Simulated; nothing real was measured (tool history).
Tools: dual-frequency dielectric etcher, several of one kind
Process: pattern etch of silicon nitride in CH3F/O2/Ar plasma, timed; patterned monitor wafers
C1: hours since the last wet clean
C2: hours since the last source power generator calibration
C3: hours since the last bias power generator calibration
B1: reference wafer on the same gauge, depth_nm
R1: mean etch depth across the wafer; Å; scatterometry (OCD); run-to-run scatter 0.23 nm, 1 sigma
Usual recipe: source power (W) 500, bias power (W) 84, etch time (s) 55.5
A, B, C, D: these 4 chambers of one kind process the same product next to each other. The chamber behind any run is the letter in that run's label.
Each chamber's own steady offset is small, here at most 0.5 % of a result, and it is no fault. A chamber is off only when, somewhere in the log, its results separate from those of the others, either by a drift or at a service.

-- day=0.071 chamber A: source power generator calibrated
run 1B day=0.546 | source_power_(W)=500 bias_power_(W)=84 etch_time_(s)=55.5 | C1=144.4 C2=1832.6 C3=299.4 | B1=52.647 | R1=440.48
run 2A day=1.050 | source_power_(W)=500 bias_power_(W)=84 etch_time_(s)=55.5 | C1=43.3 C2=23.6 C3=1569.5 | B1=52.712 | R1=446.41
run 3C day=1.608 | source_power_(W)=500 bias_power_(W)=84 etch_time_(s)=55.5 | C1=216.7 C2=976.7 C3=1747.7 | B1=52.670 | R1=443.39
-- day=1.933 chamber C: bias power generator calibrated
run 4D day=2.150 | source_power_(W)=500 bias_power_(W)=84 etch_time_(s)=55.5 | C1=575.3 C2=2108.9 C3=2053.5 | B1=52.721 | R1=445.37
run 5D day=2.542 | source_power_(W)=500 bias_power_(W)=84 etch_time_(s)=55.5 | C1=584.7 C2=2118.3 C3=2062.9 | B1=52.687 | R1=446.25
run 6B day=3.025 | source_power_(W)=500 bias_power_(W)=84 etch_time_(s)=55.5 | C1=203.9 C2=1892.1 C3=358.9 | B1=52.721 | R1=441.79
run 7C day=3.467 | source_power_(W)=440 bias_power_(W)=102 etch_time_(s)=55.5 | C1=261.3 C2=1021.3 C3=36.8 | B1=52.707 | R1=453.69
run 8A day=3.950 | source_power_(W)=440 bias_power_(W)=102 etch_time_(s)=55.5 | C1=112.9 C2=93.2 C3=1639.1 | B1=52.689 | R1=457.88
run 9D day=4.229 | source_power_(W)=440 bias_power_(W)=102 etch_time_(s)=55.5 | C1=625.2 C2=2158.8 C3=2103.4 | B1=52.628 | R1=456.76
-- day=4.367 chamber D: wet clean of the chamber
run 10B day=4.708 | source_power_(W)=440 bias_power_(W)=102 etch_time_(s)=55.5 | C1=244.3 C2=1932.5 C3=399.3 | B1=52.685 | R1=454.40
run 11A day=4.996 | source_power_(W)=500 bias_power_(W)=84 etch_time_(s)=55.5 | C1=138.0 C2=118.3 C3=1664.2 | B1=52.660 | R1=448.33
run 12C day=5.308 | source_power_(W)=500 bias_power_(W)=84 etch_time_(s)=55.5 | C1=305.5 C2=1065.5 C3=81.0 | B1=52.645 | R1=445.94
run 13A day=5.750 | source_power_(W)=500 bias_power_(W)=84 etch_time_(s)=55.5 | C1=156.1 C2=136.4 C3=1682.3 | B1=52.707 | R1=447.10
run 14B day=6.317 | source_power_(W)=500 bias_power_(W)=84 etch_time_(s)=55.5 | C1=282.9 C2=1971.1 C3=437.9 | B1=52.652 | R1=443.54
run 15D day=6.696 | source_power_(W)=500 bias_power_(W)=84 etch_time_(s)=55.5 | C1=56.0 C2=2218.0 C3=2162.6 | B1=52.707 | R1=444.07
run 16C day=7.088 | source_power_(W)=500 bias_power_(W)=84 etch_time_(s)=55.5 | C1=348.2 C2=1108.2 C3=123.7 | B1=52.637 | R1=440.38
run 17D day=7.404 | source_power_(W)=500 bias_power_(W)=84 etch_time_(s)=55.5 | C1=73.0 C2=2235.0 C3=2179.6 | B1=52.719 | R1=450.58
run 18B day=7.779 | source_power_(W)=500 bias_power_(W)=84 etch_time_(s)=55.5 | C1=318.0 C2=2006.2 C3=473.0 | B1=52.671 | R1=441.71
run 19C day=8.329 | source_power_(W)=500 bias_power_(W)=84 etch_time_(s)=55.5 | C1=378.0 C2=1138.0 C3=153.5 | B1=52.699 | R1=437.48
run 20A day=8.758 | source_power_(W)=580 bias_power_(W)=84 etch_time_(s)=55.5 | C1=228.3 C2=208.6 C3=1754.5 | B1=52.661 | R1=470.73
run 21A day=9.225 | source_power_(W)=580 bias_power_(W)=84 etch_time_(s)=55.5 | C1=239.5 C2=219.8 C3=1765.7 | B1=52.726 | R1=473.16
run 22D day=9.579 | source_power_(W)=580 bias_power_(W)=84 etch_time_(s)=55.5 | C1=125.2 C2=2287.2 C3=2231.8 | B1=52.672 | R1=473.57
run 23C day=9.858 | source_power_(W)=580 bias_power_(W)=84 etch_time_(s)=55.5 | C1=414.7 C2=1174.7 C3=190.2 | B1=52.704 | R1=462.88
run 24B day=10.446 | source_power_(W)=500 bias_power_(W)=84 etch_time_(s)=55.5 | C1=382.0 C2=2070.2 C3=537.0 | B1=52.693 | R1=442.62
run 25A day=10.933 | source_power_(W)=500 bias_power_(W)=84 etch_time_(s)=55.5 | C1=280.5 C2=260.8 C3=1806.7 | B1=52.697 | R1=447.23
-- day=11.146 chamber B: source power generator calibrated
run 26C day=11.429 | source_power_(W)=500 bias_power_(W)=84 etch_time_(s)=55.5 | C1=452.4 C2=1212.4 C3=227.9 | B1=52.736 | R1=432.76
run 27B day=11.758 | source_power_(W)=500 bias_power_(W)=84 etch_time_(s)=55.5 | C1=413.5 C2=14.8 C3=568.5 | B1=52.622 | R1=445.23
-- day=12.033 chamber B: wet clean of the chamber
run 28D day=12.225 | source_power_(W)=500 bias_power_(W)=84 etch_time_(s)=55.5 | C1=188.7 C2=2350.7 C3=2295.3 | B1=52.701 | R1=445.73
run 29C day=12.679 | source_power_(W)=570 bias_power_(W)=64 etch_time_(s)=55.5 | C1=482.4 C2=1242.4 C3=257.9 | B1=52.728 | R1=411.89
run 30D day=13.067 | source_power_(W)=570 bias_power_(W)=64 etch_time_(s)=55.5 | C1=208.9 C2=2370.9 C3=2315.5 | B1=52.707 | R1=430.05
run 31A day=13.429 | source_power_(W)=570 bias_power_(W)=64 etch_time_(s)=55.5 | C1=340.4 C2=320.7 C3=1866.6 | B1=52.726 | R1=430.65
run 32B day=13.971 | source_power_(W)=570 bias_power_(W)=64 etch_time_(s)=55.5 | C1=46.6 C2=67.9 C3=621.6 | B1=52.669 | R1=423.10
run 33B day=14.304 | source_power_(W)=500 bias_power_(W)=84 etch_time_(s)=55.5 | C1=54.6 C2=75.9 C3=629.6 | B1=52.663 | R1=444.48
run 34D day=14.638 | source_power_(W)=500 bias_power_(W)=84 etch_time_(s)=55.5 | C1=246.6 C2=2408.6 C3=2353.2 | B1=52.588 | R1=447.22
run 35A day=14.904 | source_power_(W)=500 bias_power_(W)=84 etch_time_(s)=55.5 | C1=375.8 C2=356.1 C3=1902.0 | B1=52.713 | R1=448.67
run 36C day=15.192 | source_power_(W)=430 bias_power_(W)=84 etch_time_(s)=55.5 | C1=542.7 C2=1302.7 C3=318.2 | B1=52.731 | R1=401.97

Does one chamber stand apart from the rest, does the shared gauge drift, or is all well apart from small per-chamber offsets? Give the chamber and the most likely cause, where there is one.

Little by little, chamber C moves away from the other chambers.
Likeliest cause: etch rate under this chamber's usual, % = 4.65.

Below are 4 candidate recipes for chamber C's next run, each the usual settings with a change, their results shown as question marks. Which of them brings C's results back in line with what the other chambers give on the usual settings?
Counts as in line when no further than this from what the other chambers average on the usual settings: R1 8.10 Å
run 37C-1 day=15.621 | source_power_(W)=510 bias_power_(W)=86 etch_time_(s)=61.0 | R1=?
run 37C-2 day=15.621 | source_power_(W)=500 bias_power_(W)=84 etch_time_(s)=49.5 | R1=?
run 37C-3 day=15.621 | source_power_(W)=500 bias_power_(W)=84 etch_time_(s)=52.5 | R1=?
run 37C-4 day=15.621 | source_power_(W)=510 bias_power_(W)=84 etch_time_(s)=58.0 | R1=?

Mean of the other chambers on the usual settings: R1 445.97 Å
run=37C-1 R1=473.09
run=37C-2 R1=378.00
run=37C-3 R1=400.91
run=37C-4 R1=446.19
Change 37C-4 lands the chamber within the allowed miss of the other chambers.
